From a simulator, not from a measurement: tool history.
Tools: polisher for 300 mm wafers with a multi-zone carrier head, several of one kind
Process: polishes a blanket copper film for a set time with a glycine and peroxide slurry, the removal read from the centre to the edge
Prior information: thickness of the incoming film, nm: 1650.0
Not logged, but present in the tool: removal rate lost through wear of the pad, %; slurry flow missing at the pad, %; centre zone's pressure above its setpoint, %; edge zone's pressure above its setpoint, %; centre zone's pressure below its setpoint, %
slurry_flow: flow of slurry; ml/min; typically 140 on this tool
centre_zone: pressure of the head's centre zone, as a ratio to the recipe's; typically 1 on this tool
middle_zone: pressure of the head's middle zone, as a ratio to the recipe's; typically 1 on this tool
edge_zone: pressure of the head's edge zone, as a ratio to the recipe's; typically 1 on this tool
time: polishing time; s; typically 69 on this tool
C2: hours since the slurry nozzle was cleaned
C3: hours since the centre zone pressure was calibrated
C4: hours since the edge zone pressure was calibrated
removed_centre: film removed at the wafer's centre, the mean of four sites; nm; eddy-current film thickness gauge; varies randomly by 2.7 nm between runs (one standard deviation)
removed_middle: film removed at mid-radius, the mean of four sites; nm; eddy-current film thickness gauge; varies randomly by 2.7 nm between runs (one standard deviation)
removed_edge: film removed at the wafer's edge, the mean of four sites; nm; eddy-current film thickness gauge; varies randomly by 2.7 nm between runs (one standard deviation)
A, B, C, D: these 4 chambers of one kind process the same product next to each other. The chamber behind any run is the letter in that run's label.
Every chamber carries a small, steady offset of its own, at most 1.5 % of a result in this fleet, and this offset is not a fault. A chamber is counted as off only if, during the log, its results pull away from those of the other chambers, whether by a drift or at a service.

{"run": "1C", "hour": 5.1, "slurry_flow": 140, "centre_zone": 1, "middle_zone": 1, "edge_zone": 1, "time": 69, "wafers polished on this pad": 600, "C2": 91.3, "C3": 103.6, "C4": 72.8, "removed_centre": 314.27, "removed_middle": 311.16, "removed_edge": 308.9}
{"hour": 7.7, "done": "chamber D: worn pad replaced by a new one"}
{"run": "2B", "hour": 10.6, "slurry_flow": 140, "centre_zone": 1, "middle_zone": 1, "edge_zone": 1, "time": 69, "wafers polished on this pad": 411, "C2": 126.8, "C3": 224.2, "C4": 466.6, "removed_centre": 303.15, "removed_middle": 307.81, "removed_edge": 305.23}
{"run": "3D", "hour": 20.7, "slurry_flow": 140, "centre_zone": 1, "middle_zone": 1, "edge_zone": 1, "time": 69, "wafers polished on this pad": 133, "C2": 43.3, "C3": 287.3, "C4": 976.5, "removed_centre": 310.14, "removed_middle": 313.74, "removed_edge": 305.37}
{"hour": 21.3, "done": "chamber A: worn pad replaced by a new one"}
{"run": "4A", "hour": 26.0, "slurry_flow": 140, "centre_zone": 1, "middle_zone": 1, "edge_zone": 1, "time": 69, "wafers polished on this pad": 48, "C2": 367.1, "C3": 514.4, "C4": 706.1, "removed_centre": 311.22, "removed_middle": 308.95, "removed_edge": 311.86}
{"run": "5D", "hour": 35.9, "slurry_flow": 140, "centre_zone": 1, "middle_zone": 1, "edge_zone": 1, "time": 89, "wafers polished on this pad": 289, "C2": 58.5, "C3": 302.5, "C4": 991.7, "removed_centre": 395.6, "removed_middle": 390.94, "removed_edge": 389.21}
{"run": "6C", "hour": 40.6, "slurry_flow": 140, "centre_zone": 1, "middle_zone": 1, "edge_zone": 1, "time": 89, "wafers polished on this pad": 964, "C2": 126.8, "C3": 139.1, "C4": 108.3, "removed_centre": 395.18, "removed_middle": 395.48, "removed_edge": 396.1}
{"run": "7A", "hour": 49.5, "slurry_flow": 140, "centre_zone": 1, "middle_zone": 1, "edge_zone": 1, "time": 89, "wafers polished on this pad": 289, "C2": 390.6, "C3": 537.9, "C4": 729.6, "removed_centre": 397.17, "removed_middle": 395.96, "removed_edge": 398.93}
{"run": "8B", "hour": 57.9, "slurry_flow": 140, "centre_zone": 1, "middle_zone": 1, "edge_zone": 1, "time": 89, "wafers polished on this pad": 895, "C2": 174.1, "C3": 271.5, "C4": 513.9, "removed_centre": 398.07, "removed_middle": 390.57, "removed_edge": 383.09}
{"hour": 59.0, "done": "chamber B: worn pad replaced by a new one"}
{"run": "9D", "hour": 65.5, "slurry_flow": 140, "centre_zone": 1.06, "middle_zone": 1, "edge_zone": 1, "time": 52, "wafers polished on this pad": 592, "C2": 88.1, "C3": 332.1, "C4": 1021.3, "removed_centre": 246.64, "removed_middle": 227.02, "removed_edge": 232.66}
{"hour": 66.1, "done": "chamber D: worn pad replaced by a new one"}
{"hour": 69.6, "done": "chamber A: slurry nozzle cleaned"}
{"run": "10C", "hour": 75.4, "slurry_flow": 140, "centre_zone": 1.06, "middle_zone": 1, "edge_zone": 1, "time": 52, "wafers polished on this pad": 1320, "C2": 161.6, "C3": 173.9, "C4": 143.1, "removed_centre": 241.41, "removed_middle": 225.7, "removed_edge": 222.96}
{"run": "11A", "hour": 83.5, "slurry_flow": 140, "centre_zone": 1.06, "middle_zone": 1, "edge_zone": 1, "time": 52, "wafers polished on this pad": 637, "C2": 14, "C3": 571.9, "C4": 763.6, "removed_centre": 245.31, "removed_middle": 233.77, "removed_edge": 231.47}
{"run": "12B", "hour": 90.6, "slurry_flow": 140, "centre_zone": 1.06, "middle_zone": 1, "edge_zone": 1, "time": 52, "wafers polished on this pad": 323, "C2": 206.8, "C3": 304.2, "C4": 546.6, "removed_centre": 252.34, "removed_middle": 230.9, "removed_edge": 230.79}
{"hour": 96.6, "done": "chamber A: worn pad replaced by a new one"}
{"run": "13C", "hour": 100.0, "slurry_flow": 140, "centre_zone": 1, "middle_zone": 1, "edge_zone": 1, "time": 69, "wafers polished on this pad": 1572, "C2": 186.2, "C3": 198.5, "C4": 167.7, "removed_centre": 301.66, "removed_middle": 291.68, "removed_edge": 295.63}
{"run": "14A", "hour": 107.3, "slurry_flow": 140, "centre_zone": 1, "middle_zone": 1, "edge_zone": 1, "time": 69, "wafers polished on this pad": 110, "C2": 37.8, "C3": 595.7, "C4": 787.4, "removed_centre": 308.67, "removed_middle": 312.02, "removed_edge": 309.04}
{"run": "15D", "hour": 114.5, "slurry_flow": 140, "centre_zone": 1, "middle_zone": 1, "edge_zone": 1, "time": 69, "wafers polished on this pad": 496, "C2": 137.1, "C3": 381.1, "C4": 1070.3, "removed_centre": 305.62, "removed_middle": 302.9, "removed_edge": 302.91}
{"hour": 117.8, "done": "chamber D: worn pad replaced by a new one"}
{"run": "16B", "hour": 124.6, "slurry_flow": 110, "centre_zone": 1, "middle_zone": 1.11, "edge_zone": 1, "time": 69, "wafers polished on this pad": 671, "C2": 240.8, "C3": 338.2, "C4": 580.6, "removed_centre": 286.28, "removed_middle": 323.01, "removed_edge": 288.17}
{"hour": 130.1, "done": "chamber B: worn pad replaced by a new one"}
{"run": "17C", "hour": 134.8, "slurry_flow": 110, "centre_zone": 1, "middle_zone": 1.11, "edge_zone": 1, "time": 69, "wafers polished on this pad": 1928, "C2": 221, "C3": 233.3, "C4": 202.5, "removed_centre": 271.57, "removed_middle": 293.2, "removed_edge": 275.89}
{"run": "18D", "hour": 143.1, "slurry_flow": 110, "centre_zone": 1, "middle_zone": 1.11, "edge_zone": 1, "time": 69, "wafers polished on this pad": 259, "C2": 165.7, "C3": 409.7, "C4": 1098.9, "removed_centre": 291.52, "removed_middle": 315.21, "removed_edge": 295.35}
{"run": "19B", "hour": 152.3, "slurry_flow": 110, "centre_zone": 1, "middle_zone": 1.11, "edge_zone": 1, "time": 69, "wafers polished on this pad": 227, "C2": 268.5, "C3": 365.9, "C4": 608.3, "removed_centre": 289.23, "removed_middle": 324.94, "removed_edge": 295.6}
{"run": "20A", "hour": 159.9, "slurry_flow": 140, "centre_zone": 1, "middle_zone": 1, "edge_zone": 1, "time": 69, "wafers polished on this pad": 648, "C2": 90.4, "C3": 648.3, "C4": 840, "removed_centre": 311.42, "removed_middle": 307.92, "removed_edge": 301.85}
{"hour": 165.6, "done": "chamber A: worn pad replaced by a new one"}
{"run": "21C", "hour": 168.2, "slurry_flow": 140, "centre_zone": 1, "middle_zone": 1, "edge_zone": 1, "time": 69, "wafers polished on this pad": 2270, "C2": 254.4, "C3": 266.7, "C4": 235.9, "removed_centre": 282.19, "removed_middle": 280.11, "removed_edge": 281.15}
{"hour": 168.3, "done": "chamber D: worn pad replaced by a new one"}
{"run": "22D", "hour": 173.0, "slurry_flow": 140, "centre_zone": 1, "middle_zone": 1, "edge_zone": 1, "time": 69, "wafers polished on this pad": 48, "C2": 195.6, "C3": 439.6, "C4": 1128.8, "removed_centre": 310.19, "removed_middle": 307.18, "removed_edge": 306.38}
{"run": "23A", "hour": 180.1, "slurry_flow": 125, "centre_zone": 1.11, "middle_zone": 1, "edge_zone": 1, "time": 69, "wafers polished on this pad": 149, "C2": 110.6, "C3": 668.5, "C4": 860.2, "removed_centre": 333.1, "removed_middle": 305.28, "removed_edge": 297.47}
{"run": "24B", "hour": 185.2, "slurry_flow": 125, "centre_zone": 1.11, "middle_zone": 1, "edge_zone": 1, "time": 69, "wafers polished on this pad": 564, "C2": 301.4, "C3": 398.8, "C4": 641.2, "removed_centre": 335.07, "removed_middle": 299.94, "removed_edge": 293.67}

Next, every chamber runs the same settings. What will each give?
{"run": "25A", "hour": 192.7, "slurry_flow": 140, "centre_zone": 1, "middle_zone": 1, "edge_zone": 1, "time": 69, "removed_centre": "?", "removed_middle": "?", "removed_edge": "?"}
{"run": "25B", "hour": 192.7, "slurry_flow": 140, "centre_zone": 1, "middle_zone": 1, "edge_zone": 1, "time": 69, "removed_centre": "?", "removed_middle": "?", "removed_edge": "?"}
{"run": "25C", "hour": 192.7, "slurry_flow": 140, "centre_zone": 1, "middle_zone": 1, "edge_zone": 1, "time": 69, "removed_centre": "?", "removed_middle": "?", "removed_edge": "?"}
{"run": "25D", "hour": 192.7, "slurry_flow": 140, "centre_zone": 1, "middle_zone": 1, "edge_zone": 1, "time": 69, "removed_centre": "?", "removed_middle": "?", "removed_edge": "?"}

run=25A removed_centre=311.83 removed_middle=305.72 removed_edge=306.39
run=25B removed_centre=309.53 removed_middle=309.78 removed_edge=305.64
run=25C removed_centre=275.04 removed_middle=273.58 removed_edge=275.52
run=25D removed_centre=304.56 removed_middle=303.93 removed_edge=307.22
